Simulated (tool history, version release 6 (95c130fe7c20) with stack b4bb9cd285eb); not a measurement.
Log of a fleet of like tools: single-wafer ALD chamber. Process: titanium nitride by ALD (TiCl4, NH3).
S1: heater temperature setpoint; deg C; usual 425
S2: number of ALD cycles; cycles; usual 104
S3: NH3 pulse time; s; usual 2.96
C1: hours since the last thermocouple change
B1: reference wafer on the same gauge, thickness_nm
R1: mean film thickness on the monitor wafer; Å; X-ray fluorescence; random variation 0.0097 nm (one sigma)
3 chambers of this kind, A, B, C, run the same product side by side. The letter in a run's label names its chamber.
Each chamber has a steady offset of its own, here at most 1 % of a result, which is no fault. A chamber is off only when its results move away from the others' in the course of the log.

| run | hour | S1 | S2 | S3 | C1 | B1 | R1 |
|---|---|---|---|---|---|---|---|
| 1A | 10.9 | 425 | 104 | 2.96 | 257.6 | 2.4806 | 23.327 |
| 2B | 24.0 | 425 | 104 | 2.96 | 31.6 | 2.4803 | 23.414 |
| 3C | 37.9 | 425 | 104 | 2.96 | 1190.0 | 2.4794 | 23.518 |
| 4C | 50.6 | 425 | 104 | 2.96 | 1202.7 | 2.4789 | 23.509 |
| 5B | 59.5 | 425 | 104 | 2.96 | 67.1 | 2.4809 | 23.601 |
| 6A | 66.3 | 414 | 104 | 2.96 | 313.0 | 2.4807 | 23.326 |
| 7A | 75.6 | 414 | 104 | 2.96 | 322.3 | 2.4774 | 23.291 |
| 8B | 88.4 | 414 | 104 | 2.96 | 96.0 | 2.4795 | 23.581 |
| 9C | 97.7 | 415 | 104 | 2.96 | 1249.8 | 2.4810 | 23.280 |
| 10C | 109.3 | 415 | 104 | 2.96 | 1261.4 | 2.4815 | 23.454 |
| 11B | 121.9 | 415 | 104 | 2.96 | 129.5 | 2.4817 | 23.441 |
| 12A | 134.2 | 425 | 104 | 2.96 | 380.9 | 2.4784 | 23.404 |
| 13C | 141.0 | 425 | 104 | 2.96 | 1293.1 | 2.4819 | 23.298 |
| 14A | 151.0 | 425 | 104 | 2.96 | 397.7 | 2.4785 | 23.255 |
| 15B | 163.5 | 425 | 104 | 2.96 | 171.1 | 2.4811 | 23.580 |
| 16A | 173.2 | 425 | 95 | 2.96 | 419.9 | 2.4825 | 21.295 |
| 17C | 187.0 | 425 | 95 | 2.96 | 1339.1 | 2.4806 | 21.303 |
| 18B | 194.1 | 425 | 95 | 2.96 | 201.7 | 2.4792 | 21.428 |
| 19C | 208.3 | 439 | 104 | 2.96 | 1360.4 | 2.4802 | 23.336 |
| 20A | 222.7 | 439 | 104 | 2.96 | 469.4 | 2.4789 | 23.389 |
| 21B | 235.7 | 439 | 104 | 2.96 | 243.3 | 2.4794 | 23.517 |
| 22C | 243.0 | 425 | 104 | 2.96 | 1395.1 | 2.4766 | 23.441 |
| 23B | 255.0 | 425 | 104 | 2.96 | 262.6 | 2.4785 | 23.538 |
| 24A | 269.4 | 425 | 104 | 2.96 | 516.1 | 2.4796 | 23.386 |
| 25A | 277.0 | 414 | 104 | 3.85 | 523.7 | 2.4781 | 23.545 |
| 26B | 283.4 | 414 | 104 | 3.85 | 291.0 | 2.4809 | 23.790 |
| 27C | 291.9 | 414 | 104 | 3.85 | 1444.0 | 2.4817 | 23.625 |
| 28B | 299.6 | 425 | 104 | 2.96 | 307.2 | 2.4816 | 23.544 |
| 29C | 310.6 | 425 | 104 | 2.96 | 1462.7 | 2.4782 | 23.413 |
| 30A | 323.4 | 425 | 104 | 2.96 | 570.1 | 2.4794 | 23.405 |
| 31B | 334.0 | 435 | 104 | 3.83 | 341.6 | 2.4791 | 23.555 |
| 32C | 346.4 | 435 | 104 | 3.83 | 1498.5 | 2.4798 | 23.487 |
| 33A | 354.7 | 435 | 104 | 3.83 | 601.4 | 2.4780 | 23.442 |
| 34B | 368.2 | 425 | 104 | 2.96 | 375.8 | 2.4825 | 23.448 |
| 35C | 382.6 | 425 | 104 | 2.96 | 1534.7 | 2.4806 | 23.453 |
| 36A | 391.2 | 425 | 104 | 2.96 | 637.9 | 2.4811 | 23.495 |
| 37B | 401.4 | 425 | 104 | 2.96 | 409.0 | 2.4809 | 23.614 |
| 38C | 407.9 | 425 | 104 | 2.96 | 1560.0 | 2.4764 | 23.450 |
| 39A | 416.3 | 425 | 104 | 2.96 | 663.0 | 2.4776 | 23.463 |
| 40C | 425.6 | 440 | 95 | 2.96 | 1577.7 | 2.4783 | 21.177 |
| 41B | 434.0 | 440 | 95 | 2.96 | 441.6 | 2.4816 | 21.439 |

Next, every chamber runs the same settings. What will each give?
| 42A | 444.3 | 425 | 104 | 2.96 |  |  | ? |
| 42B | 444.3 | 425 | 104 | 2.96 |  |  | ? |
| 42C | 444.3 | 425 | 104 | 2.96 |  |  | ? |

| run | R1 |
|---|---|
| 42A | 23.327 |
| 42B | 23.539 |
| 42C | 23.117 |
